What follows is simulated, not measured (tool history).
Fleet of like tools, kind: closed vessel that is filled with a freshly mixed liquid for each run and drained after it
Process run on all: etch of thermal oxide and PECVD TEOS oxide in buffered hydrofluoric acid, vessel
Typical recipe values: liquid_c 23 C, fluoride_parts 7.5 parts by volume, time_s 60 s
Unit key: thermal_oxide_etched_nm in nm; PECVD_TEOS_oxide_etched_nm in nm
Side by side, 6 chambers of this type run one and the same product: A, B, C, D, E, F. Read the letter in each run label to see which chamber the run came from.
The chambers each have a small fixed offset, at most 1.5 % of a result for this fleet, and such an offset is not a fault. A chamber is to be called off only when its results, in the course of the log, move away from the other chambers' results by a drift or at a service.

| run | hour | liquid_c | fluoride_parts | time_s | hours since the thermometer was replaced | hours since the hydrofluoric acid flow meter was replaced | read-back film thickness of the thermal oxide reference wafer, read on the same gauge (nm) | read-back film thickness of the PECVD TEOS oxide reference wafer, read on the same gauge (nm) | thermal_oxide_etched_nm | PECVD_TEOS_oxide_etched_nm |
|---|---|---|---|---|---|---|---|---|---|---|
| 1B | 2.4 | 23 | 7.5 | 60 | 1669.4 | 56.5 | 100.02 | 80.028 | 87.163 | 150.71 |
| 2C | 5.7 | 23 | 7.5 | 60 | 631.5 | 406.4 | 100 | 80.05 | 86.93 | 152.83 |
| 3E | 8.4 | 23 | 7.5 | 60 | 2056.9 | 177.9 | 99.995 | 80.053 | 88.429 | 151.78 |
| 4A | 12.2 | 23 | 7.5 | 60 | 438.2 | 1061.8 | 100.01 | 79.985 | 87.535 | 152.21 |
| 5D | 15.5 | 23 | 7.5 | 60 | 143.9 | 617.9 | 100.01 | 79.993 | 87.868 | 151.63 |
| 6F | 19 | 23 | 7.5 | 60 | 1185 | 1014.1 | 99.95 | 79.942 | 87.815 | 154.02 |
| 7C | 23.4 | 23 | 7.5 | 60 | 649.2 | 424.1 | 100 | 79.994 | 86.493 | 150.75 |
| 8F | 27.2 | 23 | 7.5 | 60 | 1193.2 | 1022.3 | 99.979 | 79.987 | 87.974 | 149.79 |
| 9A | 29.4 | 23 | 10 | 60 | 455.4 | 1079 | 99.999 | 80.059 | 67.518 | 116.47 |
|  | 31.3 | chamber E: thermometer replaced |
| 10B | 34.2 | 23 | 10 | 60 | 1701.2 | 88.3 | 100.01 | 79.981 | 66.558 | 115.83 |
| 11D | 38.5 | 23 | 10 | 60 | 166.9 | 640.9 | 100.02 | 80.026 | 66.558 | 116.29 |
| 12E | 43 | 23 | 10 | 60 | 11.8 | 212.5 | 99.988 | 79.959 | 67.816 | 115.88 |
| 13D | 46.4 | 23 | 10 | 60 | 174.8 | 648.8 | 99.954 | 79.996 | 66.659 | 116.81 |
| 14C | 49 | 23 | 10 | 60 | 674.8 | 449.7 | 100.01 | 79.966 | 66.181 | 116.6 |
| 15B | 53.6 | 23 | 7.5 | 60 | 1720.6 | 107.7 | 100.01 | 79.995 | 86.752 | 150.75 |
| 16F | 56.3 | 25 | 9 | 60 | 1222.3 | 1051.4 | 100.01 | 80.027 | 80.536 | 137.45 |
| 17A | 59.9 | 25 | 9 | 60 | 485.9 | 1109.5 | 100.02 | 80.011 | 80.982 | 139.13 |
| 18E | 63.2 | 25 | 9 | 60 | 32 | 232.7 | 99.984 | 80.015 | 80.725 | 136.63 |
| 19D | 65.8 | 25 | 9 | 60 | 194.2 | 668.2 | 99.969 | 80.031 | 79.96 | 138.47 |
| 20F | 70.1 | 25 | 9 | 60 | 1236.1 | 1065.2 | 100.02 | 80.024 | 80.52 | 138.27 |
| 21B | 73.8 | 25 | 9 | 60 | 1740.8 | 127.9 | 100.02 | 80.015 | 79.471 | 138.5 |
| 22A | 77.9 | 23 | 7.5 | 60 | 503.9 | 1127.5 | 99.993 | 80.02 | 88.228 | 151.74 |
| 23C | 80.5 | 23 | 7.5 | 60 | 706.3 | 481.2 | 100.02 | 79.978 | 86.609 | 152.08 |
| 24E | 85.1 | 23 | 7.5 | 60 | 53.9 | 254.6 | 100 | 79.968 | 88.294 | 153.45 |
| 25A | 89.8 | 23 | 9.5 | 35 | 515.8 | 1139.4 | 99.966 | 79.994 | 40.977 | 70.787 |
| 26B | 93.1 | 23 | 9.5 | 35 | 1760.1 | 147.2 | 99.979 | 80 | 40.273 | 69.932 |
| 27E | 96 | 23 | 9.5 | 35 | 64.8 | 265.5 | 99.999 | 80.009 | 40.765 | 69.329 |
| 28D | 100.8 | 23 | 9.5 | 35 | 229.2 | 703.2 | 100.01 | 80.045 | 40.299 | 70.266 |
| 29C | 103.7 | 23 | 9.5 | 35 | 729.5 | 504.4 | 99.964 | 79.99 | 40.187 | 70.97 |
| 30F | 108.2 | 23 | 9.5 | 35 | 1274.2 | 1103.3 | 100 | 79.987 | 40.524 | 70.513 |
| 31D | 111.5 | 23 | 7.5 | 60 | 239.9 | 713.9 | 99.971 | 79.963 | 86.594 | 149.54 |
| 32C | 114.9 | 23 | 7.5 | 60 | 740.7 | 515.6 | 100 | 80.007 | 86.908 | 150.3 |
| 33B | 118.9 | 23 | 7.5 | 60 | 1785.9 | 173 | 100.01 | 80.004 | 87.245 | 150.3 |
| 34E | 121.1 | 23 | 7.5 | 60 | 89.9 | 290.6 | 100.01 | 79.979 | 88.52 | 151.48 |
| 35F | 125.7 | 23 | 7.5 | 60 | 1291.7 | 1120.8 | 99.999 | 79.991 | 87.517 | 151.39 |
| 36A | 128.8 | 23 | 7.5 | 60 | 554.8 | 1178.4 | 100.01 | 79.977 | 87.545 | 149.24 |
| 37D | 131.1 | 23 | 7.5 | 30 | 259.5 | 733.5 | 100.04 | 80.029 | 43.525 | 74.081 |
| 38A | 134.8 | 23 | 7.5 | 30 | 560.8 | 1184.4 | 100 | 79.997 | 43.729 | 76.31 |
| 39F | 138.1 | 23 | 7.5 | 30 | 1304.1 | 1133.2 | 100.02 | 80.01 | 43.782 | 73.987 |
| 40E | 140.7 | 23 | 7.5 | 30 | 109.5 | 310.2 | 100.03 | 79.969 | 43.991 | 75.75 |
| 41B | 142.9 | 23 | 7.5 | 30 | 1809.9 | 197 | 100 | 80.017 | 43.284 | 74.606 |
| 42C | 145 | 23 | 7.5 | 30 | 770.8 | 545.7 | 99.985 | 80.001 | 43.434 | 77.322 |
| 43C | 149.7 | 23 | 7.5 | 60 | 775.5 | 550.4 | 99.971 | 80.008 | 87.014 | 151.07 |

Predict what each chamber gives when all 6 of them run the settings below next.
| 44A | 153.2 | 23 | 6.5 | 60 |  |  |  |  | ? | ? |
| 44B | 153.2 | 23 | 6.5 | 60 |  |  |  |  | ? | ? |
| 44C | 153.2 | 23 | 6.5 | 60 |  |  |  |  | ? | ? |
| 44D | 153.2 | 23 | 6.5 | 60 |  |  |  |  | ? | ? |
| 44E | 153.2 | 23 | 6.5 | 60 |  |  |  |  | ? | ? |
| 44F | 153.2 | 23 | 6.5 | 60 |  |  |  |  | ? | ? |

| run | thermal_oxide_etched_nm | PECVD_TEOS_oxide_etched_nm |
|---|---|---|
| 44A | 100.69 | 172.47 |
| 44B | 100 | 171.35 |
| 44C | 99.412 | 174.23 |
| 44D | 100.32 | 173.1 |
| 44E | 101.51 | 172.61 |
| 44F | 100.85 | 169.71 |
